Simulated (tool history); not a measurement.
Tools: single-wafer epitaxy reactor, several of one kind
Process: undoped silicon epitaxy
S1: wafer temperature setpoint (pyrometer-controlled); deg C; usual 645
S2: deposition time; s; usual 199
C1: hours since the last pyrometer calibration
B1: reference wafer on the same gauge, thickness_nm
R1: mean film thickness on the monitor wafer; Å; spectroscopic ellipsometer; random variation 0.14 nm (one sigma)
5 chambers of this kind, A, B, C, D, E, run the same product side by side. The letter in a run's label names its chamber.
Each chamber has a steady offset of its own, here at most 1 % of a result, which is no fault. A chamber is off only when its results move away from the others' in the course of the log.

{"run": "1C", "hour": 5.3, "S1": 645, "S2": 199, "C1": 392.6, "B1": 31.692, "R1": 301.1}
{"run": "2A", "hour": 11.7, "S1": 645, "S2": 199, "C1": 660.2, "B1": 31.718, "R1": 300.15}
{"run": "3D", "hour": 17.1, "S1": 645, "S2": 199, "C1": 2584.3, "B1": 31.724, "R1": 297.94}
{"run": "4E", "hour": 22.6, "S1": 645, "S2": 199, "C1": 862.5, "B1": 31.714, "R1": 303.83}
{"run": "5B", "hour": 27.8, "S1": 645, "S2": 199, "C1": 1292, "B1": 31.662, "R1": 296.22}
{"run": "6D", "hour": 35.4, "S1": 645, "S2": 199, "C1": 2602.6, "B1": 31.664, "R1": 300.43}
{"run": "7E", "hour": 41.4, "S1": 645, "S2": 199, "C1": 881.3, "B1": 31.701, "R1": 299.98}
{"run": "8A", "hour": 47.0, "S1": 645, "S2": 199, "C1": 695.5, "B1": 31.702, "R1": 299.71}
{"run": "9B", "hour": 54.4, "S1": 645, "S2": 199, "C1": 1318.6, "B1": 31.677, "R1": 296.83}
{"run": "10C", "hour": 62.1, "S1": 645, "S2": 199, "C1": 449.4, "B1": 31.698, "R1": 302.68}
{"run": "11C", "hour": 68.0, "S1": 645, "S2": 199, "C1": 455.3, "B1": 31.732, "R1": 301.37}
{"run": "12D", "hour": 72.2, "S1": 645, "S2": 199, "C1": 2639.4, "B1": 31.725, "R1": 297.45}
{"hour": 73.2, "done": "chamber D: pyrometer calibrated"}
{"run": "13E", "hour": 78.8, "S1": 645, "S2": 199, "C1": 918.7, "B1": 31.693, "R1": 301.06}
{"run": "14A", "hour": 84.9, "S1": 645, "S2": 199, "C1": 733.4, "B1": 31.722, "R1": 301.55}
{"run": "15B", "hour": 89.7, "S1": 645, "S2": 199, "C1": 1353.9, "B1": 31.702, "R1": 299.51}
{"hour": 96.0, "done": "chamber B: pyrometer calibrated"}
{"run": "16B", "hour": 97.3, "S1": 645, "S2": 199, "C1": 1.4, "B1": 31.676, "R1": 306.71}
{"run": "17E", "hour": 102.9, "S1": 637, "S2": 228, "C1": 942.8, "B1": 31.691, "R1": 288.77}
{"run": "18C", "hour": 107.9, "S1": 637, "S2": 228, "C1": 495.2, "B1": 31.69, "R1": 290.69}
{"run": "19A", "hour": 112.5, "S1": 637, "S2": 228, "C1": 761, "B1": 31.682, "R1": 289.12}
{"run": "20D", "hour": 117.6, "S1": 637, "S2": 228, "C1": 44.4, "B1": 31.705, "R1": 285.68}
{"run": "21B", "hour": 123.1, "S1": 637, "S2": 228, "C1": 27.2, "B1": 31.677, "R1": 295.71}
{"run": "22E", "hour": 128.5, "S1": 645, "S2": 182, "C1": 968.4, "B1": 31.681, "R1": 276.73}
{"run": "23C", "hour": 132.1, "S1": 645, "S2": 182, "C1": 519.4, "B1": 31.68, "R1": 276.6}
{"run": "24A", "hour": 138.4, "S1": 645, "S2": 182, "C1": 786.9, "B1": 31.693, "R1": 275.87}
{"run": "25D", "hour": 143.5, "S1": 645, "S2": 182, "C1": 70.3, "B1": 31.728, "R1": 273.54}
{"run": "26E", "hour": 148.4, "S1": 645, "S2": 182, "C1": 988.3, "B1": 31.722, "R1": 275.71}
{"run": "27C", "hour": 156.0, "S1": 645, "S2": 199, "C1": 543.3, "B1": 31.681, "R1": 300.72}
{"run": "28D", "hour": 162.4, "S1": 645, "S2": 199, "C1": 89.2, "B1": 31.705, "R1": 298.29}
{"run": "29B", "hour": 168.9, "S1": 645, "S2": 199, "C1": 73, "B1": 31.744, "R1": 305.54}
{"run": "30A", "hour": 174.4, "S1": 635, "S2": 225, "C1": 822.9, "B1": 31.703, "R1": 270.73}
{"run": "31A", "hour": 180.3, "S1": 635, "S2": 225, "C1": 828.8, "B1": 31.684, "R1": 271.97}
{"run": "32E", "hour": 184.8, "S1": 635, "S2": 225, "C1": 1024.7, "B1": 31.702, "R1": 274.18}
{"run": "33B", "hour": 188.3, "S1": 635, "S2": 225, "C1": 92.4, "B1": 31.691, "R1": 278.17}
{"run": "34C", "hour": 195.4, "S1": 635, "S2": 225, "C1": 582.7, "B1": 31.715, "R1": 273.22}

Is one chamber off against the others, does the gauge drift, or is nothing wrong? If a chamber is off, say which, and what the likeliest cause is.

A service left chamber B off against the others.
Cause: wafer temperature above the value expected at the setpoint (K) = 1.55.

Here are 4 candidates for chamber B's next run, each the usual settings with a change, their results left as question marks. Which one brings its results back in line with what the others give on the usual settings?
In line means no further than this from the other chambers' mean on the usual settings: R1 4.9 Å
{"run": "35B-1", "hour": 200.9, "S1": 644, "S2": 198, "R1": "?"}
{"run": "35B-2", "hour": 200.9, "S1": 646, "S2": 199, "R1": "?"}
{"run": "35B-3", "hour": 200.9, "S1": 647, "S2": 202, "R1": "?"}
{"run": "35B-4", "hour": 200.9, "S1": 645, "S2": 189, "R1": "?"}

The other chambers' mean on the usual settings: R1 300.8 Å
run=35B-1 R1=299.39
run=35B-2 R1=314.31
run=35B-3 R1=326.05
run=35B-4 R1=292.08
35B-1 brings the chamber back in line.
